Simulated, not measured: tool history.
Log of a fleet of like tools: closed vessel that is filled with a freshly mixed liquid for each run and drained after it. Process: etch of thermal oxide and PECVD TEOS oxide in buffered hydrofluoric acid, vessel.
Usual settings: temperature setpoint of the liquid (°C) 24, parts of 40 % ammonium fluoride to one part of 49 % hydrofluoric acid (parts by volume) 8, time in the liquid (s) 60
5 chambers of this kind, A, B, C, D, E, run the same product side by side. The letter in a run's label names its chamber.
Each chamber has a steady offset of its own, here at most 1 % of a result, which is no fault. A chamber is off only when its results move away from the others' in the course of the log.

run	hour	temperature setpoint of the liquid (°C)	parts of 40 % ammonium fluoride to one part of 49 % hydrofluoric acid (parts by volume)	time in the liquid (s)	hours since the thermometer was replaced	hours since the hydrofluoric acid flow meter was replaced	read-back film thickness of the thermal oxide reference wafer, read on the same gauge (nm)	read-back film thickness of the PECVD TEOS oxide reference wafer, read on the same gauge (nm)	thickness taken off the thermal oxide on a monitor wafer (nm)	thickness taken off the PECVD TEOS oxide on a monitor wafer (nm)
1B	8.2	24	8	60	449.7	278	29.996	80.022	83.061	115.99
2E	13.2	24	8	60	1581.8	1284.3	30.002	80.013	84.137	115.13
# hour 19: chamber A: hydrofluoric acid flow meter replaced
3C	20.9	24	8	60	124.1	299.2	29.996	79.997	84.148	115.85
4D	25.8	24	8	60	894.9	908.8	29.992	79.979	83.72	114.5
5A	32.8	27	8	95	270.4	13.9	29.977	79.961	155.13	213.42
6A	37.7	27	8	95	275.3	18.8	29.996	79.998	156.35	213.36
7D	44.3	27	8	95	913.4	927.3	29.987	79.968	154.93	214.19
8C	49.3	27	8	95	152.5	327.6	29.985	79.98	156.72	214.73
9B	56.7	27	8	95	498.2	326.5	29.989	80.003	156.33	214.85
# hour 63.3: chamber E: thermometer replaced
10E	63.7	24	8	60	0.5	1334.8	30.001	79.965	84.565	114.83
11B	71	24	8	60	512.5	340.8	29.989	79.984	84.698	116.86
12D	80.8	24	8	60	949.9	963.8	30.004	80.008	85.228	115.04
13E	86.6	24	8	60	23.4	1357.7	29.971	80.003	85.036	113.89
14C	92.1	24	8	60	195.3	370.4	29.991	79.984	83.375	114.82
15A	98.8	24	8	60	336.4	79.9	29.983	80.02	83.573	113.11
16C	107.6	24	8	60	210.8	385.9	29.983	79.998	84.415	114.54
17E	116.3	24	8	60	53.1	1387.4	30.01	80.002	84.879	113.44
18B	125.7	21.5	8	45	567.2	395.5	30.02	79.97	54.796	75.925
19D	136	21.5	8	45	1005.1	1019	30	79.995	55.155	75.341
20A	146	21.5	8	45	383.6	127.1	30.021	79.997	54.733	74.821
21D	156.3	21.5	8	45	1025.4	1039.3	29.997	79.993	54.836	74.473
22B	163.5	21.5	8	45	605	433.3	30.026	80.02	54.69	74.99
23C	168.3	24	8	60	271.5	446.6	29.984	80.009	83.942	115.67
24A	176.9	22	8	60	414.5	158	29.994	80	76.118	104.97
25E	182.3	22	8	60	119.1	1453.4	29.992	80.008	76.484	102.22
26B	189.2	22	8	60	630.7	459	30.027	80.012	74.468	103.53
27A	194.3	22	8	60	431.9	175.4	29.997	80	74.694	102.71
28D	203.6	22	8	60	1072.7	1086.6	30.03	79.978	75.024	104.19
29C	209.5	24	8	60	312.7	487.8	30.004	79.978	85.233	114.77
30E	220	24	8	60	156.8	1491.1	30.006	80.021	84.4	115.2

Next, every chamber runs the same settings. What will each give?
31A	228	24	8	30					?	?
31B	228	24	8	30					?	?
31C	228	24	8	30					?	?
31D	228	24	8	30					?	?
31E	228	24	8	30					?	?

run	thickness taken off the thermal oxide on a monitor wafer (nm)	thickness taken off the PECVD TEOS oxide on a monitor wafer (nm)
31A	42.381	57.663
31B	41.731	57.994
31C	42.108	57.784
31D	42.152	56.232
31E	42.204	56.798
